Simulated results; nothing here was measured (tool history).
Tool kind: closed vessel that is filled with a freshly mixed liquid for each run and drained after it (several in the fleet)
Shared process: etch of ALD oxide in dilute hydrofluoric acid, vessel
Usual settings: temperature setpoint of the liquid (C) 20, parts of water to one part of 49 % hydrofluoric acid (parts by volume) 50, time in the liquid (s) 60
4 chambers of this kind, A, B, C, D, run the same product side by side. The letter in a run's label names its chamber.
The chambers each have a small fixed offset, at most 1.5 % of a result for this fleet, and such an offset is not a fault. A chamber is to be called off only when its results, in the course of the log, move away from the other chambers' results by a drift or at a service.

run   hour  temperature setpoint of the liquid (C)  parts of water to one part of 49 % hydrofluoric acid (parts by volume)  time in the liquid (s)  read-back film thickness of the ALD oxide reference wafer, read on the same gauge (nm)  thickness taken off the ALD oxide on a monitor wafer (nm)
 1C   10.7                                      20                                                                      50                      60                                                                                  139.99                                                      34.45
 2B   18.7                                      20                                                                      50                      60                                                                                  139.99                                                     33.958
 3D   29.3                                      20                                                                      50                      60                                                                                     140                                                     34.366
 4A   39.7                                      20                                                                      50                      60                                                                                  139.99                                                     33.803
 5A   52.6                                      20                                                                      50                      60                                                                                  140.03                                                     34.007
 6C   59.2                                      20                                                                      50                      60                                                                                  139.97                                                      34.09
 7D   72.9                                      20                                                                      65                      60                                                                                  139.99                                                     25.931
 8B   86.9                                      20                                                                      65                      60                                                                                  140.03                                                     25.815
 9A   97.1                                      20                                                                      65                      60                                                                                  140.01                                                     25.391
10B  104.9                                      20                                                                      65                      60                                                                                  140.01                                                     25.474
11C  115.4                                      20                                                                      50                      60                                                                                  140.03                                                     33.761
     116.4  -- chamber C: hydrofluoric acid flow meter replaced
12D  128.2                                      20                                                                      50                      60                                                                                  139.98                                                     34.508
13B  139.5                                      20                                                                      50                      60                                                                                  140.02                                                      33.91
14C  152.7                                      17                                                                      50                      40                                                                                  139.98                                                     19.937
15A  165.1                                      17                                                                      50                      40                                                                                  139.99                                                     19.962
     174.5  -- chamber A: thermometer replaced
16D  178.5                                      17                                                                      50                      40                                                                                     140                                                     20.139
17D  192.4                                      17                                                                      50                      40                                                                                  140.01                                                     20.226
18A  200.2                                      20                                                                      50                      60                                                                                     140                                                     33.933
19C  209.6                                      20                                                                      50                      60                                                                                  140.02                                                     33.962
20B  220.9                                      20                                                                      50                      60                                                                                     140                                                     33.979
21D  234.9                                      20                                                                      30                      60                                                                                  139.99                                                     59.586
22B  241.9                                      20                                                                      30                      60                                                                                  139.99                                                     58.439
23A  255.3                                      20                                                                      30                      60                                                                                  140.01                                                     58.444
24C  268.5                                      20                                                                      30                      60                                                                                  139.98                                                     58.447

Read the log: is a single chamber off, either drifting away or since a service, is the gauge that measures every chamber drifting, or is nothing wrong beyond small per-chamber offsets? Name any odd chamber and what most likely caused it.

Beyond each chamber's small constant offset nothing stands out, and the gauge stays steady.
